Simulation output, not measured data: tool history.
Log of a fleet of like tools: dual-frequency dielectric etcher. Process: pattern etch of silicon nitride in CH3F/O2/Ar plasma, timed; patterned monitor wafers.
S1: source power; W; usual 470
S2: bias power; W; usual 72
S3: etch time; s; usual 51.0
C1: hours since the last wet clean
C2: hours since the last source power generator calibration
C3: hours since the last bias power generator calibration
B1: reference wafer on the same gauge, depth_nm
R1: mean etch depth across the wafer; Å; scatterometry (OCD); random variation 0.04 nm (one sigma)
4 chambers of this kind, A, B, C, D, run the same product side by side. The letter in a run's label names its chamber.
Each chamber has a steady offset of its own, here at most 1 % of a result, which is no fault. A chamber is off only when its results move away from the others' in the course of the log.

run 1B day=0.362 | S1=470 S2=72 S3=51.0 | C1=84.2 C2=1617.3 C3=1529.6 | B1=43.082 | R1=381.38
run 2D day=0.733 | S1=470 S2=72 S3=51.0 | C1=197.4 C2=1729.6 C3=1047.1 | B1=43.093 | R1=380.54
run 3C day=1.050 | S1=470 S2=72 S3=51.0 | C1=287.7 C2=2075.7 C3=3112.2 | B1=43.107 | R1=375.74
run 4A day=1.471 | S1=470 S2=72 S3=51.0 | C1=500.7 C2=999.0 C3=758.1 | B1=43.084 | R1=377.70
run 5D day=1.942 | S1=470 S2=72 S3=51.0 | C1=226.4 C2=1758.6 C3=1076.1 | B1=43.073 | R1=379.85
run 6C day=2.425 | S1=570 S2=72 S3=51.0 | C1=320.7 C2=2108.7 C3=3145.2 | B1=43.077 | R1=403.97
run 7B day=2.950 | S1=570 S2=72 S3=51.0 | C1=146.3 C2=1679.4 C3=1591.7 | B1=43.054 | R1=410.72
run 8A day=3.321 | S1=570 S2=72 S3=51.0 | C1=545.1 C2=1043.4 C3=802.5 | B1=43.062 | R1=405.87
run 9A day=3.592 | S1=570 S2=72 S3=51.0 | C1=551.6 C2=1049.9 C3=809.0 | B1=43.044 | R1=406.32
run 10C day=3.921 | S1=470 S2=72 S3=51.0 | C1=356.6 C2=2144.6 C3=3181.1 | B1=43.058 | R1=375.82
-- day=3.954 chamber B: source power generator calibrated
run 11D day=4.417 | S1=470 S2=72 S3=51.0 | C1=285.8 C2=1818.0 C3=1135.5 | B1=43.045 | R1=380.06
run 12B day=4.692 | S1=470 S2=72 S3=51.0 | C1=188.1 C2=17.8 C3=1633.5 | B1=43.041 | R1=380.59
run 13B day=5.104 | S1=470 S2=72 S3=51.0 | C1=198.0 C2=27.7 C3=1643.4 | B1=43.045 | R1=380.94
-- day=5.350 chamber A: wet clean of the chamber
run 14C day=5.442 | S1=470 S2=72 S3=51.0 | C1=393.1 C2=2181.1 C3=3217.6 | B1=43.030 | R1=375.08
run 15D day=5.833 | S1=470 S2=72 S3=51.0 | C1=319.8 C2=1852.0 C3=1169.5 | B1=43.025 | R1=379.92
run 16A day=6.167 | S1=470 S2=72 S3=51.0 | C1=19.6 C2=1111.7 C3=870.8 | B1=43.032 | R1=378.15
run 17A day=6.400 | S1=470 S2=72 S3=51.0 | C1=25.2 C2=1117.3 C3=876.4 | B1=43.020 | R1=377.92
run 18D day=6.733 | S1=470 S2=72 S3=51.0 | C1=341.4 C2=1873.6 C3=1191.1 | B1=43.018 | R1=379.06
run 19B day=7.254 | S1=470 S2=72 S3=51.0 | C1=249.6 C2=79.3 C3=1695.0 | B1=43.017 | R1=380.04
-- day=7.383 chamber C: bias power generator calibrated
run 20C day=7.600 | S1=470 S2=72 S3=55.5 | C1=444.9 C2=2232.9 C3=5.2 | B1=43.021 | R1=408.38
run 21B day=7.833 | S1=470 S2=72 S3=55.5 | C1=263.5 C2=93.2 C3=1708.9 | B1=43.005 | R1=414.85
run 22A day=8.138 | S1=470 S2=72 S3=55.5 | C1=66.9 C2=1159.0 C3=918.1 | B1=42.991 | R1=410.62
run 23C day=8.642 | S1=470 S2=72 S3=55.5 | C1=469.9 C2=2257.9 C3=30.2 | B1=42.994 | R1=408.21
run 24D day=8.988 | S1=470 S2=72 S3=51.0 | C1=395.5 C2=1927.7 C3=1245.2 | B1=42.993 | R1=379.26
run 25D day=9.396 | S1=380 S2=72 S3=57.0 | C1=405.3 C2=1937.5 C3=1255.0 | B1=42.999 | R1=390.87
run 26B day=9.721 | S1=380 S2=72 S3=57.0 | C1=308.8 C2=138.5 C3=1754.2 | B1=42.983 | R1=391.64
run 27A day=10.075 | S1=380 S2=72 S3=57.0 | C1=113.4 C2=1205.5 C3=964.6 | B1=42.981 | R1=389.45
run 28C day=10.350 | S1=380 S2=72 S3=57.0 | C1=510.9 C2=2298.9 C3=71.2 | B1=42.985 | R1=386.86
run 29C day=10.612 | S1=470 S2=72 S3=51.0 | C1=517.2 C2=2305.2 C3=77.5 | B1=42.970 | R1=374.91
-- day=10.658 chamber B: bias power generator calibrated
run 30B day=11.121 | S1=470 S2=72 S3=51.0 | C1=342.4 C2=172.1 C3=11.2 | B1=42.977 | R1=381.20
run 31A day=11.500 | S1=470 S2=72 S3=51.0 | C1=147.6 C2=1239.7 C3=998.8 | B1=42.964 | R1=377.80
run 32D day=11.862 | S1=470 S2=72 S3=51.0 | C1=464.5 C2=1996.7 C3=1314.2 | B1=42.972 | R1=379.05
run 33B day=12.254 | S1=470 S2=72 S3=51.0 | C1=369.6 C2=199.3 C3=38.4 | B1=42.952 | R1=380.65
run 34D day=12.612 | S1=470 S2=72 S3=51.0 | C1=482.5 C2=2014.7 C3=1332.2 | B1=42.960 | R1=379.28
run 35C day=12.958 | S1=470 S2=72 S3=51.0 | C1=573.5 C2=2361.5 C3=133.8 | B1=42.954 | R1=375.52
run 36A day=13.383 | S1=550 S2=72 S3=51.0 | C1=192.8 C2=1284.9 C3=1044.0 | B1=42.949 | R1=400.10
-- day=13.429 chamber C: wet clean of the chamber
run 37D day=13.804 | S1=550 S2=72 S3=51.0 | C1=511.1 C2=2043.3 C3=1360.8 | B1=42.940 | R1=402.61
run 38B day=14.238 | S1=550 S2=72 S3=51.0 | C1=417.2 C2=246.9 C3=86.0 | B1=42.935 | R1=403.44
run 39C day=14.604 | S1=550 S2=72 S3=51.0 | C1=28.3 C2=2401.0 C3=173.3 | B1=42.921 | R1=397.28
run 40A day=14.983 | S1=470 S2=72 S3=51.0 | C1=231.2 C2=1323.3 C3=1082.4 | B1=42.927 | R1=376.76
run 41A day=15.350 | S1=470 S2=72 S3=51.0 | C1=240.0 C2=1332.1 C3=1091.2 | B1=42.912 | R1=376.67
run 42C day=15.696 | S1=470 S2=72 S3=51.0 | C1=54.5 C2=2427.2 C3=199.5 | B1=42.930 | R1=374.09

Is one chamber off against the others, does the gauge drift, or is nothing wrong? If a chamber is off, say which, and what the likeliest cause is.

The gauge drifts, so all chambers seem to drift together. No chamber is off.
Cause: gauge reads low (%) = 0.435.
